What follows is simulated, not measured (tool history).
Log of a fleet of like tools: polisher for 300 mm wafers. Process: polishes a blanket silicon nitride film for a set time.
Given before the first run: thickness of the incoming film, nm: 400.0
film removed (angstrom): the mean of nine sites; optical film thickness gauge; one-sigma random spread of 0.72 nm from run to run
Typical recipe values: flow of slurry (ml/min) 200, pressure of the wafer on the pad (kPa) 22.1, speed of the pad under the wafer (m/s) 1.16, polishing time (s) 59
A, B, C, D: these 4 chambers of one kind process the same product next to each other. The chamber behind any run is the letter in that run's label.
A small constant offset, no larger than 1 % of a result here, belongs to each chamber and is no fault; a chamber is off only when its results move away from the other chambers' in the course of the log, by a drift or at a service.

| run | hour | flow of slurry (ml/min) | pressure of the wafer on the pad (kPa) | speed of the pad under the wafer (m/s) | polishing time (s) | wafers polished on this pad | hours since the slurry nozzle was cleaned | hours since the head pressure was calibrated | film removed (angstrom) |
|---|---|---|---|---|---|---|---|---|---|
| 1C | 6.6 | 200 | 22.1 | 1.16 | 59 | 210 | 111.9 | 178.5 | 979.48 |
| 2A | 13.1 | 200 | 22.1 | 1.16 | 59 | 1193 | 89.1 | 1111 | 979.17 |
|  | 15.6 | chamber A: worn pad replaced by a new one |
| 3B | 20.9 | 200 | 22.1 | 1.16 | 59 | 247 | 290.4 | 224 | 974.63 |
| 4D | 26.8 | 200 | 22.1 | 1.16 | 59 | 602 | 463 | 505.8 | 997.51 |
| 5D | 36.4 | 200 | 22.1 | 1.16 | 59 | 677 | 472.6 | 515.4 | 998.24 |
| 6B | 41.4 | 200 | 22.1 | 1.16 | 59 | 407 | 310.9 | 244.5 | 976.5 |
| 7A | 50.4 | 250 | 22.1 | 1.16 | 50 | 272 | 126.4 | 1148.3 | 848.39 |
|  | 54.7 | chamber D: worn pad replaced by a new one |
| 8C | 58.7 | 250 | 22.1 | 1.16 | 50 | 617 | 164 | 230.6 | 851.71 |
| 9B | 68.1 | 250 | 22.1 | 1.16 | 50 | 616 | 337.6 | 271.2 | 848.72 |
| 10D | 78.2 | 250 | 22.1 | 1.16 | 50 | 183 | 514.4 | 557.2 | 858.75 |
|  | 85.2 | chamber A: head pressure recalibrated |
|  | 86.1 | chamber B: slurry nozzle cleaned |
|  | 86.7 | chamber C: worn pad replaced by a new one |
| 11A | 87.6 | 200 | 22.1 | 1.42 | 73 | 562 | 163.6 | 2.5 | 1366.2 |
| 12C | 93.6 | 200 | 22.1 | 1.42 | 73 | 54 | 198.9 | 265.5 | 1423.2 |
| 13C | 103.4 | 200 | 22.1 | 1.42 | 73 | 131 | 208.7 | 275.3 | 1428.2 |
| 14D | 108.3 | 200 | 22.1 | 1.42 | 73 | 418 | 544.5 | 587.3 | 1462.5 |
| 15A | 118.9 | 200 | 22.1 | 1.16 | 59 | 807 | 194.9 | 33.8 | 922.93 |
| 16B | 126.8 | 200 | 22.1 | 1.16 | 59 | 1074 | 40.7 | 329.9 | 976.88 |
|  | 129.4 | chamber D: head pressure recalibrated |
| 17A | 134.5 | 200 | 22.1 | 1.16 | 59 | 928 | 210.5 | 49.4 | 921.76 |
| 18B | 140.8 | 200 | 22.1 | 1.16 | 59 | 1183 | 54.7 | 343.9 | 970.72 |
|  | 143.8 | chamber C: head pressure recalibrated |
| 19C | 148.1 | 200 | 22.1 | 1.16 | 59 | 480 | 253.4 | 4.3 | 998.2 |
|  | 148.9 | chamber B: worn pad replaced by a new one |
|  | 150.8 | chamber D: worn pad replaced by a new one |
| 20D | 156.2 | 200 | 22.1 | 1.16 | 59 | 42 | 592.4 | 26.8 | 978.72 |
| 21B | 162 | 200 | 22.1 | 1.38 | 52 | 102 | 75.9 | 365.1 | 1001.4 |
|  | 169.7 | chamber A: worn pad replaced by a new one |
| 22C | 169.7 | 200 | 22.1 | 1.38 | 52 | 648 | 275 | 25.9 | 994.15 |
| 23D | 174.7 | 200 | 22.1 | 1.38 | 52 | 186 | 610.9 | 45.3 | 1000.4 |
| 24A | 184.3 | 200 | 22.1 | 1.38 | 52 | 114 | 260.3 | 99.2 | 923.74 |
| 25D | 192 | 225 | 26.2 | 1.16 | 59 | 322 | 628.2 | 62.6 | 1183.9 |

Each of the 4 chambers runs these same settings next. Fill in every chamber's results:
| 26A | 199.9 | 200 | 22.1 | 1.16 | 59 |  |  |  | ? |
| 26B | 199.9 | 200 | 22.1 | 1.16 | 59 |  |  |  | ? |
| 26C | 199.9 | 200 | 22.1 | 1.16 | 59 |  |  |  | ? |
| 26D | 199.9 | 200 | 22.1 | 1.16 | 59 |  |  |  | ? |

| run | film removed (angstrom) |
|---|---|
| 26A | 926.93 |
| 26B | 983.24 |
| 26C | 984.42 |
| 26D | 972.52 |
